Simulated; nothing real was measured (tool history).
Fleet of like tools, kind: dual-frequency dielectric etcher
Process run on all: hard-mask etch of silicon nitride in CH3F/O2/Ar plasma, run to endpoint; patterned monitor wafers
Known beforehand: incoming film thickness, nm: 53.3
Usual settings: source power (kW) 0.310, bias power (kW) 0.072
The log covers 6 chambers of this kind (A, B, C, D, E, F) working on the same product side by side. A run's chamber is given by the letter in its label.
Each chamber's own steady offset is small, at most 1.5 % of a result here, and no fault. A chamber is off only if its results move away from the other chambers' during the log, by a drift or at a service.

{"run": "1E", "hour": 7.1, "source power (kW)": 0.31, "bias power (kW)": 0.072, "endpoint time (s)": 86.795}
{"run": "2C", "hour": 11.5, "source power (kW)": 0.31, "bias power (kW)": 0.072, "endpoint time (s)": 86.084}
{"run": "3D", "hour": 15.0, "source power (kW)": 0.31, "bias power (kW)": 0.072, "endpoint time (s)": 86.829}
{"run": "4A", "hour": 20.3, "source power (kW)": 0.31, "bias power (kW)": 0.072, "endpoint time (s)": 84.874}
{"run": "5F", "hour": 25.4, "source power (kW)": 0.31, "bias power (kW)": 0.072, "endpoint time (s)": 85.38}
{"run": "6B", "hour": 29.4, "source power (kW)": 0.31, "bias power (kW)": 0.072, "endpoint time (s)": 84.663}
{"run": "7C", "hour": 34.8, "source power (kW)": 0.31, "bias power (kW)": 0.072, "endpoint time (s)": 86.97}
{"run": "8B", "hour": 38.2, "source power (kW)": 0.31, "bias power (kW)": 0.072, "endpoint time (s)": 83.876}
{"run": "9E", "hour": 41.4, "source power (kW)": 0.31, "bias power (kW)": 0.072, "endpoint time (s)": 85.707}
{"run": "10F", "hour": 45.5, "source power (kW)": 0.31, "bias power (kW)": 0.072, "endpoint time (s)": 85.437}
{"run": "11D", "hour": 51.8, "source power (kW)": 0.31, "bias power (kW)": 0.072, "endpoint time (s)": 86.845}
{"hour": 54.1, "done": "chamber F: source power generator calibrated"}
{"run": "12A", "hour": 58.2, "source power (kW)": 0.37, "bias power (kW)": 0.085, "endpoint time (s)": 74.998}
{"run": "13F", "hour": 63.4, "source power (kW)": 0.37, "bias power (kW)": 0.085, "endpoint time (s)": 75.14}
{"run": "14E", "hour": 69.1, "source power (kW)": 0.37, "bias power (kW)": 0.085, "endpoint time (s)": 75.729}
{"run": "15D", "hour": 75.7, "source power (kW)": 0.37, "bias power (kW)": 0.085, "endpoint time (s)": 76.734}
{"run": "16A", "hour": 81.5, "source power (kW)": 0.37, "bias power (kW)": 0.085, "endpoint time (s)": 75.883}
{"run": "17B", "hour": 88.4, "source power (kW)": 0.37, "bias power (kW)": 0.085, "endpoint time (s)": 74.283}
{"run": "18C", "hour": 95.5, "source power (kW)": 0.31, "bias power (kW)": 0.072, "endpoint time (s)": 86.259}
{"run": "19A", "hour": 101.9, "source power (kW)": 0.35, "bias power (kW)": 0.055, "endpoint time (s)": 88.637}
{"run": "20E", "hour": 107.0, "source power (kW)": 0.35, "bias power (kW)": 0.055, "endpoint time (s)": 89.313}
{"run": "21C", "hour": 111.0, "source power (kW)": 0.35, "bias power (kW)": 0.055, "endpoint time (s)": 88.413}
{"run": "22B", "hour": 117.4, "source power (kW)": 0.35, "bias power (kW)": 0.055, "endpoint time (s)": 88.369}
{"run": "23D", "hour": 121.2, "source power (kW)": 0.35, "bias power (kW)": 0.055, "endpoint time (s)": 91.629}
{"hour": 126.1, "done": "chamber F: wet clean of the chamber"}
{"run": "24F", "hour": 127.1, "source power (kW)": 0.35, "bias power (kW)": 0.055, "endpoint time (s)": 88.263}
{"run": "25C", "hour": 131.2, "source power (kW)": 0.31, "bias power (kW)": 0.063, "endpoint time (s)": 89.128}
{"run": "26D", "hour": 138.1, "source power (kW)": 0.31, "bias power (kW)": 0.063, "endpoint time (s)": 90.044}
{"hour": 142.1, "done": "chamber A: wet clean of the chamber"}
{"run": "27F", "hour": 143.2, "source power (kW)": 0.31, "bias power (kW)": 0.063, "endpoint time (s)": 89.267}
{"run": "28B", "hour": 147.4, "source power (kW)": 0.31, "bias power (kW)": 0.063, "endpoint time (s)": 87.323}
{"run": "29A", "hour": 151.8, "source power (kW)": 0.31, "bias power (kW)": 0.063, "endpoint time (s)": 88.679}
{"run": "30E", "hour": 158.5, "source power (kW)": 0.31, "bias power (kW)": 0.063, "endpoint time (s)": 90.371}
{"run": "31B", "hour": 165.6, "source power (kW)": 0.31, "bias power (kW)": 0.072, "endpoint time (s)": 85.214}
{"run": "32E", "hour": 169.7, "source power (kW)": 0.31, "bias power (kW)": 0.072, "endpoint time (s)": 85.808}
{"run": "33F", "hour": 173.9, "source power (kW)": 0.31, "bias power (kW)": 0.072, "endpoint time (s)": 85.096}
{"run": "34D", "hour": 180.8, "source power (kW)": 0.31, "bias power (kW)": 0.072, "endpoint time (s)": 86.372}
{"run": "35C", "hour": 186.7, "source power (kW)": 0.31, "bias power (kW)": 0.072, "endpoint time (s)": 85.994}
{"run": "36A", "hour": 192.9, "source power (kW)": 0.31, "bias power (kW)": 0.072, "endpoint time (s)": 84.606}
{"run": "37A", "hour": 197.5, "source power (kW)": 0.31, "bias power (kW)": 0.072, "endpoint time (s)": 85.824}
{"run": "38D", "hour": 203.9, "source power (kW)": 0.31, "bias power (kW)": 0.072, "endpoint time (s)": 86.573}

Next, every chamber runs the same settings. What will each give?
{"run": "39A", "hour": 209.0, "source power (kW)": 0.31, "bias power (kW)": 0.08, "endpoint time (s)": "?"}
{"run": "39B", "hour": 209.0, "source power (kW)": 0.31, "bias power (kW)": 0.08, "endpoint time (s)": "?"}
{"run": "39C", "hour": 209.0, "source power (kW)": 0.31, "bias power (kW)": 0.08, "endpoint time (s)": "?"}
{"run": "39D", "hour": 209.0, "source power (kW)": 0.31, "bias power (kW)": 0.08, "endpoint time (s)": "?"}
{"run": "39E", "hour": 209.0, "source power (kW)": 0.31, "bias power (kW)": 0.08, "endpoint time (s)": "?"}
{"run": "39F", "hour": 209.0, "source power (kW)": 0.31, "bias power (kW)": 0.08, "endpoint time (s)": "?"}

run=39A endpoint_time_(s)=81.028
run=39B endpoint_time_(s)=82.138
run=39C endpoint_time_(s)=83.031
run=39D endpoint_time_(s)=84.013
run=39E endpoint_time_(s)=82.842
run=39F endpoint_time_(s)=81.890
